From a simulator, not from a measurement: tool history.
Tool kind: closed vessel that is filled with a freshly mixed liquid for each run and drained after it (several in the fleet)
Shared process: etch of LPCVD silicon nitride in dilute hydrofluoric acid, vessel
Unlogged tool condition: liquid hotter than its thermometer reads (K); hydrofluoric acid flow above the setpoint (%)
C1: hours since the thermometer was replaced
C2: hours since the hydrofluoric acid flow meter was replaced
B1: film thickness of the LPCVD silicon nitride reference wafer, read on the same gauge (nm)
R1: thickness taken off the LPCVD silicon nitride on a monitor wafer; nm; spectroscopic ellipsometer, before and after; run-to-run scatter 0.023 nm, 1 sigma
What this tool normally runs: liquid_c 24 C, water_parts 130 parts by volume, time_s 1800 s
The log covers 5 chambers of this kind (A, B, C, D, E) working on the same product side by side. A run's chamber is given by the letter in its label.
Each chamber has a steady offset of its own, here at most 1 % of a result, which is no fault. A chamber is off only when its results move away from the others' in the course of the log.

run 1A hour=3.6 | liquid_c=24 water_parts=130 time_s=1800 | C1=399.5 C2=551.3 | B1=120.06 | R1=6.663
run 2B hour=6.7 | liquid_c=24 water_parts=130 time_s=1800 | C1=990.1 C2=666 | B1=120.01 | R1=6.6621
run 3C hour=9.5 | liquid_c=24 water_parts=130 time_s=1800 | C1=1953.7 C2=949.1 | B1=120 | R1=6.6765
run 4D hour=14.3 | liquid_c=24 water_parts=130 time_s=1800 | C1=683 C2=1519.3 | B1=120.01 | R1=6.767
run 5E hour=17.1 | liquid_c=24 water_parts=130 time_s=1800 | C1=71.1 C2=917.8 | B1=120 | R1=6.7862
run 6D hour=21.6 | liquid_c=24 water_parts=130 time_s=1800 | C1=690.3 C2=1526.6 | B1=120.03 | R1=6.7896
-- hour=25.3 chamber C: thermometer replaced
run 7C hour=26.7 | liquid_c=24 water_parts=130 time_s=1800 | C1=1.4 C2=966.3 | B1=120.03 | R1=6.6983
run 8B hour=30 | liquid_c=24 water_parts=130 time_s=1800 | C1=1013.4 C2=689.3 | B1=120.01 | R1=6.6705
run 9E hour=33.7 | liquid_c=21.5 water_parts=130 time_s=2720 | C1=87.7 C2=934.4 | B1=119.96 | R1=8.68
run 10A hour=36.6 | liquid_c=21.5 water_parts=130 time_s=2720 | C1=432.5 C2=584.3 | B1=120.01 | R1=8.5888
run 11D hour=39.4 | liquid_c=21.5 water_parts=130 time_s=2720 | C1=708.1 C2=1544.4 | B1=120.01 | R1=8.6579
run 12A hour=43.3 | liquid_c=21.5 water_parts=130 time_s=2720 | C1=439.2 C2=591 | B1=120.04 | R1=8.6053
run 13C hour=47.1 | liquid_c=21.5 water_parts=130 time_s=2720 | C1=21.8 C2=986.7 | B1=119.96 | R1=8.5895
run 14B hour=51 | liquid_c=24 water_parts=130 time_s=1800 | C1=1034.4 C2=710.3 | B1=119.99 | R1=6.735
run 15E hour=54.6 | liquid_c=24 water_parts=130 time_s=1800 | C1=108.6 C2=955.3 | B1=119.96 | R1=6.7449
run 16A hour=58.8 | liquid_c=24 water_parts=130 time_s=1800 | C1=454.7 C2=606.5 | B1=119.99 | R1=6.7114
run 17D hour=63.3 | liquid_c=24 water_parts=130 time_s=1800 | C1=732 C2=1568.3 | B1=119.97 | R1=6.7775
run 18B hour=67.2 | liquid_c=24 water_parts=130 time_s=1800 | C1=1050.6 C2=726.5 | B1=119.97 | R1=6.7403
run 19C hour=69.6 | liquid_c=24 water_parts=130 time_s=1800 | C1=44.3 C2=1009.2 | B1=119.95 | R1=6.7018
run 20E hour=74 | liquid_c=24 water_parts=130 time_s=1800 | C1=128 C2=974.7 | B1=119.98 | R1=6.7818
-- hour=75.7 chamber D: thermometer replaced
run 21D hour=77.8 | liquid_c=24 water_parts=130 time_s=1800 | C1=2.1 C2=1582.8 | B1=119.99 | R1=6.7476
run 22A hour=83 | liquid_c=24 water_parts=130 time_s=1800 | C1=478.9 C2=630.7 | B1=120.04 | R1=6.6958
run 23C hour=86.7 | liquid_c=24 water_parts=130 time_s=1800 | C1=61.4 C2=1026.3 | B1=119.94 | R1=6.6991
run 24B hour=92 | liquid_c=24 water_parts=130 time_s=1800 | C1=1075.4 C2=751.3 | B1=120 | R1=6.8656
run 25E hour=95.5 | liquid_c=24 water_parts=130 time_s=1800 | C1=149.5 C2=996.2 | B1=119.99 | R1=6.7814
run 26D hour=98.9 | liquid_c=24 water_parts=130 time_s=1800 | C1=23.2 C2=1603.9 | B1=119.98 | R1=6.7469
run 27E hour=103 | liquid_c=24 water_parts=130 time_s=1800 | C1=157 C2=1003.7 | B1=120.04 | R1=6.776
run 28C hour=106.7 | liquid_c=24 water_parts=130 time_s=2800 | C1=81.4 C2=1046.3 | B1=119.93 | R1=10.429
run 29A hour=110.5 | liquid_c=24 water_parts=130 time_s=2800 | C1=506.4 C2=658.2 | B1=120.01 | R1=10.373
-- hour=113.5 chamber B: thermometer replaced
run 30B hour=115.3 | liquid_c=24 water_parts=130 time_s=2800 | C1=1.8 C2=774.6 | B1=119.93 | R1=10.738
run 31D hour=118.3 | liquid_c=24 water_parts=130 time_s=2800 | C1=42.6 C2=1623.3 | B1=119.98 | R1=10.504
run 32E hour=122.5 | liquid_c=24 water_parts=130 time_s=2800 | C1=176.5 C2=1023.2 | B1=120.05 | R1=10.527
run 33A hour=127.4 | liquid_c=24 water_parts=130 time_s=745 | C1=523.3 C2=675.1 | B1=120.02 | R1=2.7586
run 34B hour=131 | liquid_c=24 water_parts=130 time_s=745 | C1=17.5 C2=790.3 | B1=119.96 | R1=2.8666
run 35C hour=135.1 | liquid_c=24 water_parts=130 time_s=745 | C1=109.8 C2=1074.7 | B1=120 | R1=2.7771
run 36D hour=139.6 | liquid_c=24 water_parts=130 time_s=745 | C1=63.9 C2=1644.6 | B1=119.97 | R1=2.7924

For the next run the whole fleet of 5 chambers uses the same settings. Give each chamber's results:
run 37A hour=143.5 | liquid_c=24 water_parts=130 time_s=1800 | R1=?
run 37B hour=143.5 | liquid_c=24 water_parts=130 time_s=1800 | R1=?
run 37C hour=143.5 | liquid_c=24 water_parts=130 time_s=1800 | R1=?
run 37D hour=143.5 | liquid_c=24 water_parts=130 time_s=1800 | R1=?
run 37E hour=143.5 | liquid_c=24 water_parts=130 time_s=1800 | R1=?

run=37A R1=6.6977
run=37B R1=6.9433
run=37C R1=6.7026
run=37D R1=6.7348
run=37E R1=6.7845
